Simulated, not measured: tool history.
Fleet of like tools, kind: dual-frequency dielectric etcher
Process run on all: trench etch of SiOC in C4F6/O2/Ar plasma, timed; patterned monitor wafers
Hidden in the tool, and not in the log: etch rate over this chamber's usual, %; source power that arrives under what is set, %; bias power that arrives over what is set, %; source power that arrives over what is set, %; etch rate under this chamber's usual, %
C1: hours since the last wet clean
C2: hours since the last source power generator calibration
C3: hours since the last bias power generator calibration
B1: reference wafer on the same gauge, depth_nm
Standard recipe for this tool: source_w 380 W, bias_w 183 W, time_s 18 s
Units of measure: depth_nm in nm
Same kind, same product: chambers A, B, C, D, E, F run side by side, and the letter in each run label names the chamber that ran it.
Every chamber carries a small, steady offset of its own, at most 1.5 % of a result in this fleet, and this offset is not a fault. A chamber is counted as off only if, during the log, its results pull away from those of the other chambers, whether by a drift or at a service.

Run 1C, hour 5.9: usual settings; C1 463.8; C2 2880.3; C3 25.2; B1 32.496. Result: depth_nm 36.409 nm.
Run 2D, hour 9.5: usual settings; C1 174.1; C2 3160.9; C3 3526.9; B1 32.501. Result: depth_nm 36.598 nm.
Run 3B, hour 14: usual settings; C1 57.4; C2 1443.5; C3 1610.1; B1 32.523. Result: depth_nm 37.092 nm.
Run 4E, hour 18.7: usual settings; C1 416.5; C2 526.2; C3 3439.2; B1 32.513. Result: depth_nm 36.833 nm.
Run 5A, hour 21.8: usual settings; C1 92.2; C2 534.7; C3 432; B1 32.522. Result: depth_nm 37.046 nm.
Run 6F, hour 27.6: usual settings; C1 383.4; C2 1223.5; C3 1593.7; B1 32.531. Result: depth_nm 36.82 nm.
Run 7F, hour 30.4: usual settings; C1 386.2; C2 1226.3; C3 1596.5; B1 32.528. Result: depth_nm 36.829 nm.
Run 8D, hour 35.6: usual settings; C1 200.2; C2 3187; C3 3553; B1 32.534. Result: depth_nm 36.657 nm.
Run 9C, hour 40.6: usual settings; C1 498.5; C2 2915; C3 59.9; B1 32.538. Result: depth_nm 36.453 nm.
Run 10B, hour 45.7: usual settings; C1 89.1; C2 1475.2; C3 1641.8; B1 32.525. Result: depth_nm 37.123 nm.
At hour 47.2: chamber C: wet clean of the chamber.
Run 11E, hour 49.6: usual settings; C1 447.4; C2 557.1; C3 3470.1; B1 32.538. Result: depth_nm 36.828 nm.
Run 12A, hour 55.7: usual settings; C1 126.1; C2 568.6; C3 465.9; B1 32.545. Result: depth_nm 37.11 nm.
Run 13B, hour 61.7: usual settings but source_w 410 W, time_s 15 s; C1 105.1; C2 1491.2; C3 1657.8; B1 32.565. Result: depth_nm 31.856 nm.
At hour 63.2: chamber F: wet clean of the chamber.
Run 14F, hour 67.6: usual settings but source_w 410 W, time_s 15 s; C1 4.5; C2 1263.5; C3 1633.7; B1 32.55. Result: depth_nm 31.75 nm.
Run 15A, hour 72.8: usual settings but source_w 410 W, time_s 15 s; C1 143.2; C2 585.7; C3 483; B1 32.56. Result: depth_nm 31.818 nm.
Run 16E, hour 76.4: usual settings but source_w 410 W, time_s 15 s; C1 474.2; C2 583.9; C3 3496.9; B1 32.578. Result: depth_nm 31.64 nm.
At hour 78.4: chamber E: wet clean of the chamber.
Run 17C, hour 82.2: usual settings but source_w 410 W, time_s 15 s; C1 35.1; C2 2956.6; C3 101.5; B1 32.569. Result: depth_nm 31.39 nm.
Run 18D, hour 87.3: usual settings but source_w 410 W, time_s 15 s; C1 251.9; C2 3238.7; C3 3604.7; B1 32.574. Result: depth_nm 31.562 nm.
Run 19B, hour 92.5: usual settings; C1 135.9; C2 1522; C3 1688.6; B1 32.574. Result: depth_nm 37.143 nm.
Run 20E, hour 97.9: usual settings; C1 19.5; C2 605.4; C3 3518.4; B1 32.584. Result: depth_nm 36.922 nm.
Run 21A, hour 101.7: usual settings; C1 172.1; C2 614.6; C3 511.9; B1 32.585. Result: depth_nm 37.133 nm.
Run 22C, hour 104.4: usual settings but time_s 14 s; C1 57.3; C2 2978.8; C3 123.7; B1 32.593. Result: depth_nm 28.465 nm.
Run 23F, hour 107.3: usual settings but time_s 14 s; C1 44.2; C2 1303.2; C3 1673.4; B1 32.602. Result: depth_nm 28.744 nm.
Run 24D, hour 112.1: usual settings but time_s 14 s; C1 276.7; C2 3263.5; C3 3629.5; B1 32.599. Result: depth_nm 28.532 nm.
Run 25D, hour 115: usual settings but time_s 14 s; C1 279.6; C2 3266.4; C3 3632.4; B1 32.608. Result: depth_nm 28.567 nm.
Run 26A, hour 119.3: usual settings but time_s 14 s; C1 189.7; C2 632.2; C3 529.5; B1 32.599. Result: depth_nm 28.849 nm.
Run 27C, hour 124.4: usual settings but time_s 14 s; C1 77.3; C2 2998.8; C3 143.7; B1 32.601. Result: depth_nm 28.436 nm.
Run 28E, hour 130.6: usual settings; C1 52.2; C2 638.1; C3 3551.1; B1 32.624. Result: depth_nm 36.93 nm.
Run 29B, hour 134.2: usual settings; C1 177.6; C2 1563.7; C3 1730.3; B1 32.618. Result: depth_nm 37.215 nm.
Run 30F, hour 137.7: usual settings; C1 74.6; C2 1333.6; C3 1703.8; B1 32.621. Result: depth_nm 36.957 nm.
Run 31E, hour 140.5: usual settings; C1 62.1; C2 648; C3 3561; B1 32.634. Result: depth_nm 36.878 nm.
Run 32D, hour 145.2: usual settings; C1 309.8; C2 3296.6; C3 3662.6; B1 32.623. Result: depth_nm 36.716 nm.
Run 33B, hour 149.8: usual settings; C1 193.2; C2 1579.3; C3 1745.9; B1 32.628. Result: depth_nm 37.248 nm.
Run 34A, hour 153.4: usual settings; C1 223.8; C2 666.3; C3 563.6; B1 32.635. Result: depth_nm 37.164 nm.
Run 35F, hour 156.4: usual settings; C1 93.3; C2 1352.3; C3 1722.5; B1 32.649. Result: depth_nm 37.062 nm.
Run 36C, hour 162.4: usual settings; C1 115.3; C2 3036.8; C3 181.7; B1 32.649. Result: depth_nm 36.64 nm.
Run 37F, hour 167.4: usual settings but bias_w 148 W; C1 104.3; C2 1363.3; C3 1733.5; B1 32.642. Result: depth_nm 34.615 nm.
Run 38E, hour 171: usual settings but bias_w 148 W; C1 92.6; C2 678.5; C3 3591.5; B1 32.643. Result: depth_nm 34.517 nm.
Run 39C, hour 173.9: usual settings but bias_w 148 W; C1 126.8; C2 3048.3; C3 193.2; B1 32.646. Result: depth_nm 34.29 nm.
Run 40B, hour 179.2: usual settings but bias_w 148 W; C1 222.6; C2 1608.7; C3 1775.3; B1 32.674. Result: depth_nm 34.872 nm.
Run 41D, hour 184.3: usual settings but bias_w 148 W; C1 348.9; C2 3335.7; C3 3701.7; B1 32.663. Result: depth_nm 34.465 nm.
Run 42A, hour 188.8: usual settings but bias_w 148 W; C1 259.2; C2 701.7; C3 599; B1 32.659. Result: depth_nm 34.834 nm.
Run 43B, hour 192.5: usual settings; C1 235.9; C2 1622; C3 1788.6; B1 32.655. Result: depth_nm 37.236 nm.
Run 44C, hour 196.2: usual settings; C1 149.1; C2 3070.6; C3 215.5; B1 32.674. Result: depth_nm 36.728 nm.

Does one chamber stand apart from the rest, does the shared gauge drift, or is all well apart from small per-chamber offsets? Give the chamber and the most likely cause, where there is one.

None of the chambers is off. What moves is the gauge, dragging all their readings along together.
Likeliest cause: gauge reads high (%) = 0.55.
